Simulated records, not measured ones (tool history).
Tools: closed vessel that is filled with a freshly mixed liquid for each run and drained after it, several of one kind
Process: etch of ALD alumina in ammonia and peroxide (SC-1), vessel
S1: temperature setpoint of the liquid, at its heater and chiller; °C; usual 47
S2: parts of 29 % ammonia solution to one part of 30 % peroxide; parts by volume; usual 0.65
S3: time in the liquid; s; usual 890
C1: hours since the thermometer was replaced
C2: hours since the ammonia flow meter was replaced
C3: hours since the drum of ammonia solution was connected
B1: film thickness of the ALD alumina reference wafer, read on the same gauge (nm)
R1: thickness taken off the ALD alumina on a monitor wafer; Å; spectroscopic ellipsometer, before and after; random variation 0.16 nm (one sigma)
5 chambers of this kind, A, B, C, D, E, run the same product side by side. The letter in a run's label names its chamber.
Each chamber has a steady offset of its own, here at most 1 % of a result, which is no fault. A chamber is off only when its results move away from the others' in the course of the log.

run     day    S1    S2   S3      C1      C2      C3      B1      R1
      0.329  -- chamber C: ammonia flow meter replaced
 1D   0.475    47  0.65  890   521.8  1284.2     728  109.97  337.66
 2B   0.996    47  0.65  890  1662.4   869.6     640  110.04   336.5
      1.138  -- chamber B: thermometer replaced
 3E   1.542    47  0.65  890     925    1464   288.8  109.99  338.82
      1.642  -- chamber E: new drum of ammonia solution connected
 4A   2.088    47  0.65  890    80.5   930.7    67.2  109.99  334.81
 5C   2.425    47  0.65  890  1074.8    50.3   181.1  110.02  336.17
 6E   2.979    47  0.65  890   959.5  1498.5    32.1  109.99  338.42
      3.312  -- chamber B: new drum of ammonia solution connected
 7C   3.512    47  0.65  890  1100.9    76.4   207.2  110.01  337.09
 8D   3.925    47  0.65  890   604.6    1367   810.8  110.01  338.96
 9A   4.517    47  0.65  890   138.8     989   125.5  110.03   332.7
10B   4.842    47  0.65  890    88.9   961.9    36.8     110  338.64
11E   5.396    47  0.65  890  1017.5  1556.5    90.1  109.98   340.5
12D   5.921    47  0.65  890   652.5  1414.9   858.7  110.01  340.35
13C   6.196    39  0.65  890  1165.3   140.8   271.6     110  213.08
14A   6.633    39  0.65  890   189.6  1039.8   176.3  109.97  210.71
15B   7.175    39  0.65  890   144.9  1017.9    92.8  109.99  210.88
16B   7.629    39  0.65  890   155.8  1028.8   103.7  110.03  212.95
17A   8.196    39  0.65  890   227.1  1077.3   213.8  110.01  211.23
18D   8.512    47  0.65  890   714.7  1477.1   920.9  109.99  340.63
19C   8.917    47  0.65  890  1230.6   206.1   336.9  110.01  332.46
20E   9.392    47  0.65  890  1113.4  1652.4     186  110.02  342.78
21E   9.912    47  0.65  890  1125.9  1664.9   198.5  110.01  338.93
22B  10.421    47  0.65  890   222.8  1095.8   170.7  109.99  338.57
     10.525  -- chamber A: new drum of ammonia solution connected
23D  10.904    47  0.65  890   772.1  1534.5   978.3  110.01  337.52
24C  11.483    47  0.65  890  1292.2   267.7   398.5     110  339.14
25A  11.854    47  0.65  890   314.9  1165.1    31.9  109.99  331.41
26A  12.417    47  0.65  890   328.4  1178.6    45.4  110.02  331.87
27D  12.729    47  0.65  890   815.9  1578.3  1022.1  109.99  337.94
     13.008  -- chamber E: new drum of ammonia solution connected
28C  13.033    47  0.65  890  1329.4   304.9   435.7  109.97  338.01
     13.217  -- chamber A: ammonia flow meter replaced
29E  13.338    47  0.65  890  1208.1  1747.1     7.9  109.98  339.49
     13.517  -- chamber C: thermometer replaced
30B  13.792    47  0.65  890   303.7  1176.7   251.6  110.02   336.2
31C  14.329    47  0.65  890    19.5     336   466.8     110  337.78
32E  14.896  40.5   0.9  890  1245.5  1784.5    45.3  110.02  243.37
     15.096  -- chamber D: ammonia flow meter replaced
33B   15.35  40.5   0.9  890   341.1  1214.1     289  110.01  241.15
34D  15.942  40.5   0.9  890     893    20.3  1099.2  109.98  241.37
35A  16.388  40.5   0.9  890   423.7    76.1   140.7  110.01  238.63
36B  16.921  40.5   0.9  890   378.8  1251.8   326.7  109.96  240.28
37D  17.338    47  0.65  890   926.5    53.8  1132.7  109.94  340.34
38A  17.883    47  0.65  890   459.6     112   176.6  109.97  333.74
39E  18.179    47  0.65  890  1324.3  1863.3   124.1  109.96  339.01

What goes on in this fleet: one chamber off, a drifting gauge, or nothing beyond the chambers' own small offsets? Name the chamber and the cause, if any.

No chamber stands off beyond its own small offset, and the gauge holds steady.

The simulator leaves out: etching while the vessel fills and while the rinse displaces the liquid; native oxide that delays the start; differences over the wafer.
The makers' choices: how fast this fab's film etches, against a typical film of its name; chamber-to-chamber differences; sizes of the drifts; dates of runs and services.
